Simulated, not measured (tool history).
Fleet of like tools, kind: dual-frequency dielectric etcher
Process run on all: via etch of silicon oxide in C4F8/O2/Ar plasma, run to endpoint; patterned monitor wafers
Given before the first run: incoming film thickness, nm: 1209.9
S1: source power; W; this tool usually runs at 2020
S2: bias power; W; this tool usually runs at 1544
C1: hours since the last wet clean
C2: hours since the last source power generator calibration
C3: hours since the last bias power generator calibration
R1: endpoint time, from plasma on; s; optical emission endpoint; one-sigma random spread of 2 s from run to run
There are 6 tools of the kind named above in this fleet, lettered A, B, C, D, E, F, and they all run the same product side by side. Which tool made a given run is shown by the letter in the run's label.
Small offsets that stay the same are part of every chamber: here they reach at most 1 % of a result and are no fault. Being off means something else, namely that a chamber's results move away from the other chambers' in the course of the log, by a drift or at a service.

run 1E hour=12.4 | S1=2020 S2=1544 | C1=151.4 C2=251.4 C3=2422.8 | R1=253.65
-- hour=13.6 chamber D: source power generator calibrated
-- hour=20.9 chamber D: wet clean of the chamber
run 2F hour=22.0 | S1=2020 S2=1544 | C1=156.0 C2=2199.2 C3=752.0 | R1=255.54
run 3B hour=35.8 | S1=2020 S2=1544 | C1=466.3 C2=337.2 C3=1245.5 | R1=252.83
-- hour=43.1 chamber B: wet clean of the chamber
run 4D hour=46.4 | S1=2020 S2=1544 | C1=25.6 C2=32.8 C3=346.2 | R1=254.57
run 5C hour=59.9 | S1=2020 S2=1544 | C1=289.7 C2=2070.1 C3=761.9 | R1=254.67
run 6A hour=74.1 | S1=2020 S2=1544 | C1=117.2 C2=636.9 C3=2004.5 | R1=256.56
run 7B hour=87.8 | S1=2020 S2=1544 | C1=44.7 C2=389.2 C3=1297.5 | R1=257.27
run 8C hour=99.8 | S1=2020 S2=1544 | C1=329.6 C2=2110.0 C3=801.8 | R1=251.33
run 9E hour=113.7 | S1=2020 S2=1544 | C1=252.7 C2=352.7 C3=2524.1 | R1=253.48
run 10F hour=125.6 | S1=2020 S2=1544 | C1=259.6 C2=2302.8 C3=855.6 | R1=256.64
run 11A hour=141.1 | S1=2020 S2=1544 | C1=184.2 C2=703.9 C3=2071.5 | R1=255.04
-- hour=146.0 chamber C: wet clean of the chamber
run 12D hour=151.8 | S1=2020 S2=1544 | C1=131.0 C2=138.2 C3=451.6 | R1=251.70
run 13D hour=167.7 | S1=2020 S2=1544 | C1=146.9 C2=154.1 C3=467.5 | R1=255.22
run 14B hour=176.2 | S1=2020 S2=1544 | C1=133.1 C2=477.6 C3=1385.9 | R1=256.00
run 15E hour=184.2 | S1=2020 S2=1544 | C1=323.2 C2=423.2 C3=2594.6 | R1=257.01
run 16A hour=200.1 | S1=2020 S2=1544 | C1=243.2 C2=762.9 C3=2130.5 | R1=256.92
run 17C hour=208.4 | S1=2020 S2=1544 | C1=62.5 C2=2218.6 C3=910.4 | R1=253.21
run 18F hour=218.8 | S1=2020 S2=1544 | C1=352.8 C2=2396.0 C3=948.8 | R1=249.79
run 19E hour=235.0 | S1=2020 S2=1544 | C1=374.0 C2=474.0 C3=2645.4 | R1=254.45
run 20D hour=249.9 | S1=2020 S2=1544 | C1=229.1 C2=236.3 C3=549.7 | R1=256.37
run 21A hour=264.8 | S1=2020 S2=1544 | C1=307.9 C2=827.6 C3=2195.2 | R1=255.79
run 22B hour=274.4 | S1=2020 S2=1544 | C1=231.3 C2=575.8 C3=1484.1 | R1=252.76
run 23C hour=283.2 | S1=2020 S2=1544 | C1=137.3 C2=2293.4 C3=985.2 | R1=257.48
-- hour=295.2 chamber A: bias power generator calibrated
run 24F hour=299.6 | S1=2180 S2=1183 | C1=433.6 C2=2476.8 C3=1029.6 | R1=262.39
-- hour=305.6 chamber F: source power generator calibrated
run 25E hour=315.3 | S1=2180 S2=1183 | C1=454.3 C2=554.3 C3=2725.7 | R1=267.46
run 26B hour=326.7 | S1=2180 S2=1183 | C1=283.6 C2=628.1 C3=1536.4 | R1=265.56
run 27C hour=337.3 | S1=2180 S2=1183 | C1=191.4 C2=2347.5 C3=1039.3 | R1=260.99
run 28A hour=352.4 | S1=2180 S2=1183 | C1=395.5 C2=915.2 C3=57.2 | R1=266.83
run 29D hour=367.0 | S1=2180 S2=1183 | C1=346.2 C2=353.4 C3=666.8 | R1=262.71
run 30F hour=378.5 | S1=2020 S2=1544 | C1=512.5 C2=72.9 C3=1108.5 | R1=245.30
-- hour=380.5 chamber A: wet clean of the chamber
run 31C hour=386.2 | S1=2020 S2=1544 | C1=240.3 C2=2396.4 C3=1088.2 | R1=253.07
run 32B hour=395.1 | S1=2020 S2=1544 | C1=352.0 C2=696.5 C3=1604.8 | R1=253.55
run 33F hour=404.2 | S1=2020 S2=1544 | C1=538.2 C2=98.6 C3=1134.2 | R1=247.68
-- hour=405.2 chamber D: wet clean of the chamber
run 34E hour=419.9 | S1=2020 S2=1824 | C1=558.9 C2=658.9 C3=2830.3 | R1=242.99
run 35D hour=427.9 | S1=2020 S2=1824 | C1=22.8 C2=414.3 C3=727.7 | R1=245.41
run 36A hour=441.8 | S1=2020 S2=1824 | C1=61.4 C2=1004.6 C3=146.6 | R1=242.70

All chambers now run identical settings, listed one chamber a line with results as question marks. What results will each chamber show?
run 37A hour=453.8 | S1=2020 S2=1544 | R1=?
run 37B hour=453.8 | S1=2020 S2=1544 | R1=?
run 37C hour=453.8 | S1=2020 S2=1544 | R1=?
run 37D hour=453.8 | S1=2020 S2=1544 | R1=?
run 37E hour=453.8 | S1=2020 S2=1544 | R1=?
run 37F hour=453.8 | S1=2020 S2=1544 | R1=?

run=37A R1=255.42
run=37B R1=253.82
run=37C R1=255.18
run=37D R1=253.59
run=37E R1=258.10
run=37F R1=248.41

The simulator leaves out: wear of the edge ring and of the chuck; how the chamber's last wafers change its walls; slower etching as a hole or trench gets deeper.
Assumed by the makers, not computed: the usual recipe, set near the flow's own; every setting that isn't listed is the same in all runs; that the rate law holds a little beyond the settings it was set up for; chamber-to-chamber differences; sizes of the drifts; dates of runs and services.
